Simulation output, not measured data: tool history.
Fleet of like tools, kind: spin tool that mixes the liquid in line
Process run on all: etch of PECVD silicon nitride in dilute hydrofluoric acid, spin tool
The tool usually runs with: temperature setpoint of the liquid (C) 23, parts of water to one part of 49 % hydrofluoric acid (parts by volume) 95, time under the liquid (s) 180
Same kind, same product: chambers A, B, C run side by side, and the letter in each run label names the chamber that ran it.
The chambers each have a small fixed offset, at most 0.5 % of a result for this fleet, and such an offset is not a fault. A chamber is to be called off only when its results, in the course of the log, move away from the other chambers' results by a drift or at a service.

| run | day | temperature setpoint of the liquid (C) | parts of water to one part of 49 % hydrofluoric acid (parts by volume) | time under the liquid (s) | read-back film thickness of the PECVD silicon nitride reference wafer, read on the same gauge (nm) | thickness taken off the PECVD silicon nitride on a monitor wafer (Å) |
|---|---|---|---|---|---|---|
| 1C | 0.104 | 23 | 95 | 180 | 90.009 | 73.64 |
| 2B | 0.271 | 23 | 95 | 180 | 89.991 | 72.784 |
| 3A | 0.367 | 23 | 95 | 180 | 89.991 | 73.143 |
| 4B | 0.571 | 23 | 95 | 180 | 89.998 | 73.361 |
| 5A | 0.667 | 23 | 95 | 180 | 90.019 | 73.069 |
| 6C | 0.808 | 23 | 125 | 235 | 90.024 | 73.793 |
| 7C | 0.938 | 23 | 125 | 235 | 90.044 | 73.673 |
| 8A | 1.062 | 23 | 125 | 235 | 90.005 | 72.953 |
| 9B | 1.254 | 23 | 95 | 180 | 89.972 | 73.706 |
| 10C | 1.396 | 23 | 95 | 180 | 89.996 | 73.891 |
| 11A | 1.6 | 23 | 95 | 180 | 89.96 | 73.249 |
| 12B | 1.771 | 23 | 95 | 180 | 89.99 | 74.12 |
| 13A | 1.879 | 23 | 95 | 180 | 90.003 | 73.306 |
| 14B | 1.996 | 23 | 95 | 180 | 90 | 72.483 |
| 15C | 2.142 | 23 | 95 | 180 | 89.976 | 73.479 |
| 16A | 2.329 | 23 | 95 | 180 | 90.008 | 73.695 |
| 17C | 2.508 | 23 | 95 | 180 | 90.025 | 72.058 |
| 18B | 2.642 | 23 | 110 | 260 | 89.953 | 91.636 |
| 19B | 2.742 | 23 | 110 | 260 | 89.961 | 93.289 |
| 20C | 2.896 | 23 | 110 | 260 | 90.016 | 90.23 |
| 21A | 3.079 | 23 | 95 | 180 | 89.983 | 74.031 |
| 22A | 3.267 | 23 | 95 | 180 | 90.025 | 73.83 |
| 23B | 3.367 | 23 | 95 | 180 | 89.984 | 73.404 |
| 24C | 3.488 | 23 | 95 | 180 | 89.962 | 71.988 |
| 25B | 3.658 | 23 | 95 | 180 | 90.017 | 72.794 |
| 26A | 3.775 | 23 | 95 | 180 | 90.041 | 73.13 |
| 27C | 3.938 | 23 | 95 | 75 | 89.988 | 29.424 |
| 28A | 4.108 | 23 | 95 | 75 | 90.009 | 30.77 |
| 29B | 4.25 | 23 | 95 | 75 | 89.955 | 30.419 |
| 30C | 4.354 | 23 | 95 | 180 | 89.983 | 69.874 |
| 31A | 4.496 | 23 | 95 | 180 | 90.026 | 72.684 |

Each of the 3 chambers runs these same settings next. Fill in every chamber's results:
| 32A | 4.642 | 23 | 75 | 180 |  | ? |
| 32B | 4.642 | 23 | 75 | 180 |  | ? |
| 32C | 4.642 | 23 | 75 | 180 |  | ? |

| run | thickness taken off the PECVD silicon nitride on a monitor wafer (Å) |
|---|---|
| 32A | 91.828 |
| 32B | 92.077 |
| 32C | 89.032 |
